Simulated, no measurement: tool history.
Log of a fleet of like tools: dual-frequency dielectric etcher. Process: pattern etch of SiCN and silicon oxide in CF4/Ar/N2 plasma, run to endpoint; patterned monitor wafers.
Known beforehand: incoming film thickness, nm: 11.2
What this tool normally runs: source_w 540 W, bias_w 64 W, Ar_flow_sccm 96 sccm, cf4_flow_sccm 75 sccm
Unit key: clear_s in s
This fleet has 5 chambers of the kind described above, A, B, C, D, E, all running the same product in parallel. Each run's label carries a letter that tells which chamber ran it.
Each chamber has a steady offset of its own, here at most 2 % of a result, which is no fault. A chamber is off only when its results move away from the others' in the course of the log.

| run | day | source_w | bias_w | Ar_flow_sccm | cf4_flow_sccm | hours since the last wet clean | hours since the last source power generator calibration | hours since the last bias power generator calibration | hours since the last Ar flow controller change | hours since the last CF4 flow controller change | clear_s |
|---|---|---|---|---|---|---|---|---|---|---|---|
| 1D | 0.292 | 540 | 64 | 96 | 75 | 357.2 | 597.0 | 460.9 | 922.7 | 1039.5 | 11.2700 |
| 2C | 0.483 | 540 | 64 | 96 | 75 | 368.2 | 1059.8 | 967.8 | 1631.3 | 1126.8 | 11.3230 |
| 3E | 0.688 | 540 | 64 | 96 | 75 | 213.2 | 306.0 | 4845.8 | 4257.3 | 1382.5 | 11.1090 |
|  | 0.946 | chamber B: wet clean of the chamber |
| 4A | 1.008 | 540 | 64 | 96 | 75 | 76.1 | 510.4 | 2358.5 | 1006.6 | 3439.7 | 11.3900 |
| 5B | 1.275 | 540 | 64 | 96 | 75 | 8.0 | 1930.3 | 3652.2 | 4146.6 | 262.5 | 11.2770 |
| 6E | 1.450 | 540 | 53 | 107 | 75 | 231.5 | 324.3 | 4864.1 | 4275.6 | 1400.8 | 11.9930 |
| 7B | 1.721 | 540 | 53 | 107 | 75 | 18.7 | 1941.0 | 3662.9 | 4157.3 | 273.2 | 12.1720 |
| 8C | 2.046 | 540 | 53 | 107 | 75 | 405.7 | 1097.3 | 1005.3 | 1668.8 | 1164.3 | 12.1170 |
| 9D | 2.342 | 540 | 53 | 107 | 75 | 406.4 | 646.2 | 510.1 | 971.9 | 1088.7 | 12.1670 |
| 10A | 2.700 | 540 | 53 | 107 | 75 | 116.7 | 551.0 | 2399.1 | 1047.2 | 3480.3 | 12.2740 |
| 11A | 2.962 | 540 | 64 | 96 | 75 | 123.0 | 557.3 | 2405.4 | 1053.5 | 3486.6 | 11.4170 |
| 12C | 3.288 | 540 | 64 | 96 | 75 | 435.5 | 1127.1 | 1035.1 | 1698.6 | 1194.1 | 11.3300 |
| 13E | 3.525 | 540 | 64 | 96 | 75 | 281.3 | 374.1 | 4913.9 | 4325.4 | 1450.6 | 11.1300 |
| 14B | 3.792 | 540 | 64 | 96 | 75 | 68.4 | 1990.7 | 3712.6 | 4207.0 | 322.9 | 11.2680 |
| 15D | 4.012 | 540 | 64 | 96 | 75 | 446.5 | 686.3 | 550.2 | 1012.0 | 1128.8 | 11.2880 |
| 16D | 4.300 | 540 | 64 | 96 | 75 | 453.4 | 693.2 | 557.1 | 1018.9 | 1135.7 | 11.3900 |
| 17A | 4.629 | 540 | 64 | 96 | 75 | 163.0 | 597.3 | 2445.4 | 1093.5 | 3526.6 | 11.4090 |
| 18E | 4.946 | 540 | 64 | 96 | 75 | 315.4 | 408.2 | 4948.0 | 4359.5 | 1484.7 | 11.1410 |
| 19C | 5.246 | 600 | 64 | 96 | 63 | 482.5 | 1174.1 | 1082.1 | 1745.6 | 1241.1 | 10.6540 |
| 20B | 5.525 | 600 | 64 | 96 | 63 | 110.0 | 2032.3 | 3754.2 | 4248.6 | 364.5 | 10.5430 |
| 21B | 5.821 | 600 | 64 | 96 | 63 | 117.1 | 2039.4 | 3761.3 | 4255.7 | 371.6 | 10.5820 |
| 22A | 6.050 | 600 | 64 | 96 | 63 | 197.1 | 631.4 | 2479.5 | 1127.6 | 3560.7 | 10.6320 |
| 23D | 6.267 | 600 | 64 | 96 | 63 | 500.6 | 740.4 | 604.3 | 1066.1 | 1182.9 | 10.6900 |
| 24E | 6.438 | 540 | 64 | 96 | 75 | 351.2 | 444.0 | 4983.8 | 4395.3 | 1520.5 | 11.0760 |
| 25C | 6.612 | 540 | 51 | 96 | 92 | 515.3 | 1206.9 | 1114.9 | 1778.4 | 1273.9 | 11.7380 |
| 26C | 6.842 | 540 | 51 | 96 | 92 | 520.8 | 1212.4 | 1120.4 | 1783.9 | 1279.4 | 11.7800 |
| 27D | 7.138 | 540 | 51 | 96 | 92 | 521.5 | 761.3 | 625.2 | 1087.0 | 1203.8 | 12.0340 |
|  | 7.388 | chamber E: wet clean of the chamber |
| 28A | 7.454 | 540 | 51 | 96 | 92 | 230.8 | 665.1 | 2513.2 | 1161.3 | 3594.4 | 11.8640 |
| 29B | 7.658 | 540 | 51 | 96 | 92 | 161.2 | 2083.5 | 3805.4 | 4299.8 | 415.7 | 11.7610 |
| 30E | 7.917 | 540 | 64 | 96 | 75 | 12.8 | 479.5 | 5019.3 | 4430.8 | 1556.0 | 11.1030 |
| 31C | 8.171 | 630 | 64 | 96 | 68 | 552.7 | 1244.3 | 1152.3 | 1815.8 | 1311.3 | 10.0000 |
| 32A | 8.338 | 630 | 64 | 96 | 68 | 252.0 | 686.3 | 2534.4 | 1182.5 | 3615.6 | 10.1070 |
| 33E | 8.608 | 630 | 64 | 96 | 68 | 29.4 | 496.1 | 5035.9 | 4447.4 | 1572.6 | 9.8562 |
| 34B | 8.796 | 630 | 64 | 96 | 68 | 188.5 | 2110.8 | 3832.7 | 4327.1 | 443.0 | 9.9978 |
| 35D | 9.133 | 630 | 64 | 96 | 68 | 569.4 | 809.2 | 673.1 | 1134.9 | 1251.7 | 10.2560 |
| 36E | 9.362 | 540 | 64 | 96 | 75 | 47.5 | 514.2 | 5054.0 | 4465.5 | 1590.7 | 11.1050 |
|  | 9.525 | chamber C: wet clean of the chamber |
| 37C | 9.642 | 640 | 64 | 108 | 75 | 2.8 | 1279.6 | 1187.6 | 1851.1 | 1346.6 | 9.8481 |
| 38B | 9.825 | 640 | 64 | 108 | 75 | 213.2 | 2135.5 | 3857.4 | 4351.8 | 467.7 | 9.8666 |
| 39D | 10.154 | 640 | 64 | 108 | 75 | 593.9 | 833.7 | 697.6 | 1159.4 | 1276.2 | 10.2950 |
| 40A | 10.408 | 640 | 64 | 108 | 75 | 301.7 | 736.0 | 2584.1 | 1232.2 | 3665.3 | 9.9857 |

All 5 chambers run these settings next. Forecast each chamber's results:
| 41A | 10.667 | 540 | 64 | 96 | 75 |  |  |  |  |  | ? |
| 41B | 10.667 | 540 | 64 | 96 | 75 |  |  |  |  |  | ? |
| 41C | 10.667 | 540 | 64 | 96 | 75 |  |  |  |  |  | ? |
| 41D | 10.667 | 540 | 64 | 96 | 75 |  |  |  |  |  | ? |
| 41E | 10.667 | 540 | 64 | 96 | 75 |  |  |  |  |  | ? |

| run | clear_s |
|---|---|
| 41A | 11.4040 |
| 41B | 11.3080 |
| 41C | 11.2670 |
| 41D | 11.7720 |
| 41E | 11.0810 |

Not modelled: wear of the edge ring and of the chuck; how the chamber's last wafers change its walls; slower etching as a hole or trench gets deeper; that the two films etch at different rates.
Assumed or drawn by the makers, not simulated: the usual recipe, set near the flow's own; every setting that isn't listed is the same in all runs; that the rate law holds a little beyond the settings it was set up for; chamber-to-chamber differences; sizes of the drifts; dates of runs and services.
